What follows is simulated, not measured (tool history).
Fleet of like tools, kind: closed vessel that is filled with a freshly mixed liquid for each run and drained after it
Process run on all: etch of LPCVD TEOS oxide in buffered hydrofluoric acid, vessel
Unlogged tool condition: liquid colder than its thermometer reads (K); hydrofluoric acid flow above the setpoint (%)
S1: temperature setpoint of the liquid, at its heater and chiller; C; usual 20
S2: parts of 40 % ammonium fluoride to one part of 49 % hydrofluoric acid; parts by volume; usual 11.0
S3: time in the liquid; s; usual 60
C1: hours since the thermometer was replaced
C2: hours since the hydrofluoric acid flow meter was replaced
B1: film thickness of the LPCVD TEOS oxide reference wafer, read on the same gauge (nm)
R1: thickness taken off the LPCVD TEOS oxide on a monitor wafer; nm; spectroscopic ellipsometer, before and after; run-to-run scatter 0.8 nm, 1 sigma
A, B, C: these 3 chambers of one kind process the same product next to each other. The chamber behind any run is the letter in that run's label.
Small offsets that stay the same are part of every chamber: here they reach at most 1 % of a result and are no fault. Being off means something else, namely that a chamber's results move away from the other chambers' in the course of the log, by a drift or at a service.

run   hour  S1    S2  S3      C1     C2      B1       R1
 1B    8.6  20  11.0  60   840.4  496.5  120.00  118.380
 2C   15.8  20  11.0  60  2471.3   40.7  120.01  116.450
 3A   27.6  20  11.0  60  2762.5  348.6  120.01  118.470
 4A   34.5  20  11.0  60  2769.4  355.5  120.01  118.290
 5C   44.6  20  12.5  60  2500.1   69.5  120.00  101.390
      49.5  -- chamber A: thermometer replaced
 6B   54.8  20  12.5  60   886.6  542.7  120.00  103.770
 7A   65.8  20  12.5  60    16.3  386.8  120.00  104.430
 8C   77.3  20  11.0  60  2532.8  102.2  120.00  115.660
 9B   90.6  20  11.0  60   922.4  578.5  120.01  117.270
10C  100.2  17  12.5  60  2555.7  125.1  120.01   86.789
11A  109.5  17  12.5  60    60.0  430.5  120.00   88.698
12B  117.6  17  12.5  60   949.4  605.5  119.99   86.736
13B  125.8  20  11.0  60   957.6  613.7  119.99  118.260
14C  136.2  20  11.0  60  2591.7  161.1  119.99  116.040
15A  148.9  20  11.0  60    99.4  469.9  119.99  117.210
16A  160.2  20  11.0  60   110.7  481.2  120.00  118.120
17C  170.8  20  11.0  60  2626.3  195.7  119.99  116.270
18B  179.6  20  11.0  60  1011.4  667.5  120.00  117.040
19C  189.4  20  11.0  60  2644.9  214.3  120.01  115.680
20B  200.6  20  11.0  60  1032.4  688.5  120.00  115.320
21A  211.2  20  11.0  60   161.7  532.2  120.02  119.280
22C  223.2  20  11.0  60  2678.7  248.1  120.01  117.690
23A  232.0  20  11.0  60   182.5  553.0  119.99  118.280
24B  238.5  20  11.0  60  1070.3  726.4  120.00  116.670
25A  248.3  20  11.0  60   198.8  569.3  119.99  118.500
26B  255.2  20  11.0  60  1087.0  743.1  120.00  114.070
27C  263.8  20   9.5  60  2719.3  288.7  119.99  132.320
28B  273.9  20   9.5  60  1105.7  761.8  119.99  127.950
29C  285.8  20   9.5  60  2741.3  310.7  120.00  129.820
30A  296.0  20  15.0  50   246.5  617.0  119.98   73.257
31A  305.2  20  15.0  50   255.7  626.2  120.01   74.559
32B  316.2  20  15.0  50  1148.0  804.1  120.00   69.150

Next, all 3 chambers run the settings below, one line each with question marks for the results. What does each chamber give?
33A  326.6  17  11.0  60               ?
33B  326.6  17  11.0  60               ?
33C  326.6  17  11.0  60               ?

run      R1
33A  99.077
33B  95.049
33C  98.022

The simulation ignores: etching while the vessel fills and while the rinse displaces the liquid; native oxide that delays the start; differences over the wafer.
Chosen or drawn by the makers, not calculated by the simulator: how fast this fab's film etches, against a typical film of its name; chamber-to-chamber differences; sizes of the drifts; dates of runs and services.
